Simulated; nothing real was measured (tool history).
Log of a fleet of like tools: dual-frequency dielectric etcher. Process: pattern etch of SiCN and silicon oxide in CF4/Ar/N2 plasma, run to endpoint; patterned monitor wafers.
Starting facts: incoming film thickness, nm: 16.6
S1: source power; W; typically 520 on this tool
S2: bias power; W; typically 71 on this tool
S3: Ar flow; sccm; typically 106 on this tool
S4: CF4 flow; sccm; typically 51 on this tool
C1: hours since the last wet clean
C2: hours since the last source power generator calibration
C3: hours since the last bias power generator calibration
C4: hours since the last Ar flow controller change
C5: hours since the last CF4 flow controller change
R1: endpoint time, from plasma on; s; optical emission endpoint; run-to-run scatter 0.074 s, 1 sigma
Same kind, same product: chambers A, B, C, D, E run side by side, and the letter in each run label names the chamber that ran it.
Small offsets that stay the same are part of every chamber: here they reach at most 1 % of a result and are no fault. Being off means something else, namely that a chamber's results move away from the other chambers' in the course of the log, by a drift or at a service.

run   hour   S1  S2   S3  S4     C1      C2      C3      C4      C5      R1
 1D   10.6  520  71  106  51  231.6  1391.5  3786.7  5659.4   525.1  17.941
 2A   16.3  520  71  106  51   58.6  1530.5  3270.7    2153     770  17.992
      22.2  -- chamber E: wet clean of the chamber
 3B   26.2  520  71  106  51  208.5  1575.9   376.5  1007.5    1283  18.029
 4C   36.5  520  71  106  51  161.5   233.3  2195.3  5175.8   448.1  18.179
 5E   47.2  520  71  106  51     25  2523.8  1676.7  4626.1    75.4  18.182
 6E   56.4  520  71  106  51   34.2    2533  1685.9  4635.3    84.6  17.977
 7B     67  520  71  106  51  249.3  1616.7   417.3  1048.3  1323.8  18.134
 8C   75.4  520  71  106  51  200.4   272.2  2234.2  5214.7     487   18.26
 9A   83.7  520  71  106  51    126  1597.9  3338.1  2220.4   837.4   18.06
10D   89.9  460  71  124  51  310.9  1470.8    3866  5738.7   604.4  20.665
11E   99.4  460  71  124  51   77.2    2576  1728.9  4678.3   127.6  20.664
12A  106.4  460  71  124  51  148.7  1620.6  3360.8  2243.1   860.1   20.47
13B  112.9  460  71  124  51  295.2  1662.6   463.2  1094.2  1369.7  20.708
14C  122.9  460  71  124  51  247.9   319.7  2281.7  5262.2   534.5  20.817
15D  131.9  520  71  106  51  352.9  1512.8    3908  5780.7   646.4   18.01
16A  138.6  520  71  106  51  180.9  1652.8    3393  2275.3   892.3  18.124
17E    150  520  71  106  51  127.8  2626.6  1779.5  4728.9   178.2  17.902
       151  -- chamber A: source power generator calibrated
18B  161.2  520  71  106  51  343.5  1710.9   511.5  1142.5    1418  17.983
19D  170.7  520  71  106  51  391.7  1551.6  3946.8  5819.5   685.2  18.169
20C  181.1  520  71  106  51  306.1   377.9  2339.9  5320.4   592.7  18.366
21D  191.8  520  71  106  51  412.8  1572.7  3967.9  5840.6   706.3  18.025
     199.7  -- chamber D: wet clean of the chamber
22E  201.9  520  71  106  51  179.7  2678.5  1831.4  4780.8   230.1  17.833
     206.7  -- chamber D: Ar flow controller replaced
23C  210.9  520  71  106  51  335.9   407.7  2369.7  5350.2   622.5  18.389
24B  220.7  520  71  106  51    403  1770.4     571    1202  1477.5  18.006
25A  232.1  520  71  106  42  274.4    81.1  3486.5  2368.8   985.8  18.561
26D  242.7  520  71  106  42     43  1623.6  4018.8      36   757.2  18.603
     243.2  -- chamber D: bias power generator calibrated
27E  251.3  520  71  106  42  229.1  2727.9  1880.8  4830.2   279.5  18.302
28B  259.4  520  71  106  42  441.7  1809.1   609.7  1240.7  1516.2  18.613
29A    267  520  71  106  42  309.3     116  3521.4  2403.7  1020.7  18.583
30C  276.4  520  71  106  51  401.4   473.2  2435.2  5415.7     688  18.404
31E  283.9  520  71  106  51  261.7  2760.5  1913.4  4862.8   312.1  17.668
32A  292.1  580  71  106  51  334.4   141.1  3546.5  2428.8  1045.8  16.432
33D  297.6  580  71  106  51   97.9  1678.5    54.4    90.9   812.1   16.37
34B  304.5  580  71  106  51  486.8  1854.2   654.8  1285.8  1561.3  16.409
35C  309.5  580  71  106  51  434.5   506.3  2468.3  5448.8   721.1  16.585

All 5 chambers run these settings next. Forecast each chamber's results:
36A  317.6  610  71  106  51                       ?
36B  317.6  610  71  106  51                       ?
36C  317.6  610  71  106  51                       ?
36D  317.6  610  71  106  51                       ?
36E  317.6  610  71  106  51                       ?

run      R1
36A  15.689
36B  15.743
36C  15.943
36D  15.606
36E   15.36

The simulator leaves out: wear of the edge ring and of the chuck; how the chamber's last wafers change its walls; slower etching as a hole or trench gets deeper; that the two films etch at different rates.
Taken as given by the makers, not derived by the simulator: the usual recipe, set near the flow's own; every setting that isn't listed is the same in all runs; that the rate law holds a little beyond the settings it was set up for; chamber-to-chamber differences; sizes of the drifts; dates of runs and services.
